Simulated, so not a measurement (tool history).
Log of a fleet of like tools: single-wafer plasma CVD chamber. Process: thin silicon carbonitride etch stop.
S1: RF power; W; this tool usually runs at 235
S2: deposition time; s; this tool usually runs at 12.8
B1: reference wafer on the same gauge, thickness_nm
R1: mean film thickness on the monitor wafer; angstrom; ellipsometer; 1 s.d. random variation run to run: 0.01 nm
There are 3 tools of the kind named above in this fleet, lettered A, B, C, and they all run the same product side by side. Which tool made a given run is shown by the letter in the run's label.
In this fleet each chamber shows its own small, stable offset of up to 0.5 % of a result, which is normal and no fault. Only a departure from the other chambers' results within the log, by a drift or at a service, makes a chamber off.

{"run": "1B", "hour": 7.6, "S1": 235, "S2": 12.8, "B1": 8.3562, "R1": 76.909}
{"run": "2C", "hour": 16.6, "S1": 235, "S2": 12.8, "B1": 8.3587, "R1": 76.883}
{"run": "3A", "hour": 25.6, "S1": 235, "S2": 12.8, "B1": 8.3556, "R1": 76.586}
{"run": "4C", "hour": 35.0, "S1": 235, "S2": 12.8, "B1": 8.3559, "R1": 76.587}
{"run": "5B", "hour": 42.7, "S1": 215, "S2": 15.0, "B1": 8.3523, "R1": 87.68}
{"run": "6A", "hour": 52.0, "S1": 215, "S2": 15.0, "B1": 8.3505, "R1": 87.813}
{"run": "7C", "hour": 60.2, "S1": 215, "S2": 15.0, "B1": 8.3493, "R1": 87.419}
{"run": "8A", "hour": 69.4, "S1": 215, "S2": 14.4, "B1": 8.3514, "R1": 83.904}
{"run": "9B", "hour": 77.5, "S1": 215, "S2": 14.4, "B1": 8.3499, "R1": 84.049}
{"run": "10B", "hour": 87.6, "S1": 215, "S2": 14.4, "B1": 8.3482, "R1": 83.942}
{"run": "11C", "hour": 95.4, "S1": 235, "S2": 12.8, "B1": 8.3429, "R1": 76.473}
{"run": "12A", "hour": 103.9, "S1": 235, "S2": 12.8, "B1": 8.3433, "R1": 76.569}
{"run": "13A", "hour": 112.7, "S1": 235, "S2": 12.8, "B1": 8.3428, "R1": 76.599}
{"run": "14C", "hour": 117.7, "S1": 235, "S2": 12.8, "B1": 8.3412, "R1": 76.758}
{"run": "15B", "hour": 122.4, "S1": 235, "S2": 12.8, "B1": 8.3424, "R1": 76.705}
{"run": "16C", "hour": 128.8, "S1": 235, "S2": 12.8, "B1": 8.3397, "R1": 76.592}
{"run": "17A", "hour": 136.5, "S1": 235, "S2": 12.8, "B1": 8.3392, "R1": 76.709}
{"hour": 141.4, "done": "chamber A: thermocouple changed; heater temperature recalibrated"}
{"run": "18B", "hour": 146.1, "S1": 235, "S2": 12.8, "B1": 8.3395, "R1": 76.746}
{"run": "19A", "hour": 152.9, "S1": 235, "S2": 12.8, "B1": 8.3389, "R1": 76.584}
{"hour": 153.7, "done": "chamber C: RF generator calibrated"}
{"run": "20B", "hour": 162.0, "S1": 235, "S2": 12.8, "B1": 8.3387, "R1": 76.484}
{"run": "21C", "hour": 168.0, "S1": 235, "S2": 12.8, "B1": 8.3377, "R1": 76.589}
{"run": "22C", "hour": 176.0, "S1": 235, "S2": 12.8, "B1": 8.3366, "R1": 76.65}
{"run": "23A", "hour": 185.9, "S1": 235, "S2": 14.6, "B1": 8.3353, "R1": 87.451}
{"run": "24B", "hour": 195.2, "S1": 235, "S2": 14.6, "B1": 8.3312, "R1": 87.233}
{"run": "25B", "hour": 205.8, "S1": 235, "S2": 14.6, "B1": 8.3287, "R1": 87.397}
{"run": "26A", "hour": 210.4, "S1": 235, "S2": 12.8, "B1": 8.3275, "R1": 76.384}
{"run": "27C", "hour": 218.5, "S1": 235, "S2": 12.8, "B1": 8.3293, "R1": 76.308}
{"run": "28A", "hour": 226.1, "S1": 235, "S2": 12.8, "B1": 8.3257, "R1": 76.549}
{"run": "29C", "hour": 236.4, "S1": 260, "S2": 12.8, "B1": 8.3282, "R1": 78.768}
{"run": "30B", "hour": 245.6, "S1": 260, "S2": 12.8, "B1": 8.3243, "R1": 78.86}
{"run": "31A", "hour": 255.3, "S1": 260, "S2": 12.8, "B1": 8.3247, "R1": 78.695}
{"run": "32C", "hour": 263.0, "S1": 235, "S2": 12.8, "B1": 8.3256, "R1": 76.37}
{"run": "33B", "hour": 268.3, "S1": 235, "S2": 12.8, "B1": 8.3224, "R1": 76.49}
{"run": "34B", "hour": 276.4, "S1": 215, "S2": 13.8, "B1": 8.3204, "R1": 80.358}
{"run": "35C", "hour": 281.8, "S1": 215, "S2": 13.8, "B1": 8.319, "R1": 80.065}
{"run": "36A", "hour": 287.6, "S1": 215, "S2": 13.8, "B1": 8.3179, "R1": 80.154}
{"run": "37B", "hour": 296.8, "S1": 235, "S2": 12.8, "B1": 8.3198, "R1": 76.499}
{"run": "38A", "hour": 304.3, "S1": 235, "S2": 12.8, "B1": 8.3181, "R1": 76.372}
{"run": "39C", "hour": 311.1, "S1": 235, "S2": 12.8, "B1": 8.3144, "R1": 76.4}
{"run": "40C", "hour": 319.9, "S1": 280, "S2": 12.8, "B1": 8.3131, "R1": 80.338}

Next, all 3 chambers run the settings below, one line each with question marks for the results. What does each chamber give?
{"run": "41A", "hour": 327.5, "S1": 235, "S2": 12.8, "R1": "?"}
{"run": "41B", "hour": 327.5, "S1": 235, "S2": 12.8, "R1": "?"}
{"run": "41C", "hour": 327.5, "S1": 235, "S2": 12.8, "R1": "?"}

run=41A R1=76.346
run=41B R1=76.495
run=41C R1=76.175
